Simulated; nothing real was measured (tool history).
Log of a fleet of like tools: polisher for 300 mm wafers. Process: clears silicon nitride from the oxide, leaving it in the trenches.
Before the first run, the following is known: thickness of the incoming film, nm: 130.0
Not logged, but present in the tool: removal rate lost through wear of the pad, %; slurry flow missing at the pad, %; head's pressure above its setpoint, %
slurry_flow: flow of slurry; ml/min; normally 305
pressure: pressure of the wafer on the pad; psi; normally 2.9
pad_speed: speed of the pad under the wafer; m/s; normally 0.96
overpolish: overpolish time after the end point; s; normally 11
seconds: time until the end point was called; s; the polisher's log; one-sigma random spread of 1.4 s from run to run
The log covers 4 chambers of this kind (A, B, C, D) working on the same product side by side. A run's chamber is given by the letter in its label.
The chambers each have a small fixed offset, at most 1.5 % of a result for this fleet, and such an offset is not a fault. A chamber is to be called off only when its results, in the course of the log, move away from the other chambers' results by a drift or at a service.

| run | day | slurry_flow | pressure | pad_speed | overpolish | wafers polished on this pad | hours since the slurry nozzle was cleaned | hours since the head pressure was calibrated | seconds |
|---|---|---|---|---|---|---|---|---|---|
| 1B | 0.196 | 305 | 2.9 | 0.96 | 11 | 458 | 21.2 | 756.3 | 136.79 |
| 2C | 0.371 | 305 | 2.9 | 0.96 | 11 | 790 | 683.9 | 1051.6 | 139.38 |
| 3D | 0.579 | 305 | 2.9 | 0.96 | 11 | 350 | 106.8 | 99.9 | 136.76 |
| 4A | 0.75 | 305 | 2.9 | 0.96 | 11 | 381 | 508.2 | 741.1 | 134.2 |
| 5B | 0.958 | 305 | 2.9 | 0.96 | 11 | 619 | 39.5 | 774.6 | 136.52 |
| 6C | 1.188 | 305 | 3.6 | 0.96 | 11 | 963 | 703.5 | 1071.2 | 111.15 |
|  | 1.362 | chamber B: worn pad replaced by a new one |
| 7A | 1.388 | 305 | 3.6 | 0.96 | 11 | 517 | 523.5 | 756.4 | 108.59 |
| 8D | 1.692 | 305 | 3.6 | 0.96 | 11 | 586 | 133.5 | 126.6 | 111.02 |
| 9B | 1.929 | 305 | 3.6 | 0.96 | 11 | 120 | 62.8 | 797.9 | 110.53 |
|  | 1.967 | chamber C: worn pad replaced by a new one |
| 10C | 2.158 | 305 | 2.9 | 0.96 | 11 | 41 | 726.8 | 1094.5 | 140.09 |
| 11A | 2.367 | 305 | 2.9 | 0.96 | 11 | 724 | 547 | 779.9 | 134.9 |
| 12D | 2.575 | 305 | 2.9 | 0.96 | 11 | 773 | 154.7 | 147.8 | 137.59 |
| 13A | 2.883 | 305 | 2.9 | 0.96 | 11 | 834 | 559.4 | 792.3 | 134.21 |
| 14C | 3.138 | 305 | 2.9 | 0.96 | 11 | 248 | 750.3 | 1118 | 136.89 |
| 15B | 3.321 | 305 | 2.9 | 0.96 | 11 | 415 | 96.2 | 831.3 | 138.77 |
| 16D | 3.479 | 305 | 2.9 | 0.96 | 11 | 965 | 176.4 | 169.5 | 138.16 |
|  | 3.738 | chamber C: slurry nozzle cleaned |
| 17A | 3.754 | 255 | 2.1 | 0.96 | 11 | 1018 | 580.3 | 813.2 | 194.26 |
| 18C | 4.062 | 255 | 2.1 | 0.96 | 11 | 444 | 7.9 | 1140.2 | 193.13 |
| 19D | 4.325 | 255 | 2.1 | 0.96 | 11 | 1144 | 196.7 | 189.8 | 192.17 |
|  | 4.408 | chamber B: worn pad replaced by a new one |
| 20B | 4.654 | 255 | 2.1 | 0.96 | 11 | 52 | 128.2 | 863.3 | 196.25 |
| 21B | 4.892 | 305 | 2.9 | 0.96 | 11 | 103 | 133.9 | 869 | 136.19 |
| 22C | 5.079 | 305 | 2.9 | 0.96 | 11 | 660 | 32.3 | 1164.6 | 137.99 |
| 23D | 5.296 | 305 | 2.9 | 0.96 | 11 | 1350 | 220 | 213.1 | 137.63 |
|  | 5.488 | chamber D: worn pad replaced by a new one |
| 24A | 5.542 | 305 | 2.9 | 0.68 | 11 | 1397 | 623.2 | 856.1 | 199.54 |
| 25D | 5.754 | 305 | 2.9 | 0.68 | 11 | 56 | 231 | 224.1 | 191.25 |
| 26B | 6.046 | 305 | 2.9 | 0.68 | 11 | 347 | 161.6 | 896.7 | 194.32 |
| 27C | 6.304 | 305 | 2.9 | 0.68 | 11 | 920 | 61.7 | 1194 | 190.77 |
|  | 6.575 | chamber C: worn pad replaced by a new one |
| 28A | 6.604 | 305 | 2.9 | 0.96 | 11 | 1622 | 648.7 | 881.6 | 145.88 |
| 29A | 6.808 | 305 | 2.9 | 0.96 | 11 | 1666 | 653.6 | 886.5 | 144.4 |
| 30C | 7.042 | 305 | 2.9 | 0.96 | 11 | 99 | 79.4 | 1211.7 | 138.62 |
| 31B | 7.358 | 305 | 2.9 | 1.28 | 11 | 626 | 193.1 | 928.2 | 101.86 |
|  | 7.446 | chamber B: slurry nozzle cleaned |
| 32D | 7.629 | 305 | 2.9 | 1.28 | 11 | 454 | 276 | 269.1 | 104.26 |
|  | 7.662 | chamber B: worn pad replaced by a new one |
| 33B | 7.954 | 305 | 2.9 | 1.28 | 11 | 62 | 12.3 | 942.5 | 101.73 |
| 34D | 8.229 | 305 | 2.9 | 1.28 | 11 | 581 | 290.4 | 283.5 | 102.52 |
| 35C | 8.542 | 305 | 2.9 | 0.96 | 11 | 417 | 115.4 | 1247.7 | 138.02 |

For the next run the whole fleet of 4 chambers uses the same settings. Give each chamber's results:
| 36A | 8.779 | 305 | 2.9 | 0.78 | 11 |  |  |  | ? |
| 36B | 8.779 | 305 | 2.9 | 0.78 | 11 |  |  |  | ? |
| 36C | 8.779 | 305 | 2.9 | 0.78 | 11 |  |  |  | ? |
| 36D | 8.779 | 305 | 2.9 | 0.78 | 11 |  |  |  | ? |

| run | seconds |
|---|---|
| 36A | 182.63 |
| 36B | 165.63 |
| 36C | 170.78 |
| 36D | 167.17 |

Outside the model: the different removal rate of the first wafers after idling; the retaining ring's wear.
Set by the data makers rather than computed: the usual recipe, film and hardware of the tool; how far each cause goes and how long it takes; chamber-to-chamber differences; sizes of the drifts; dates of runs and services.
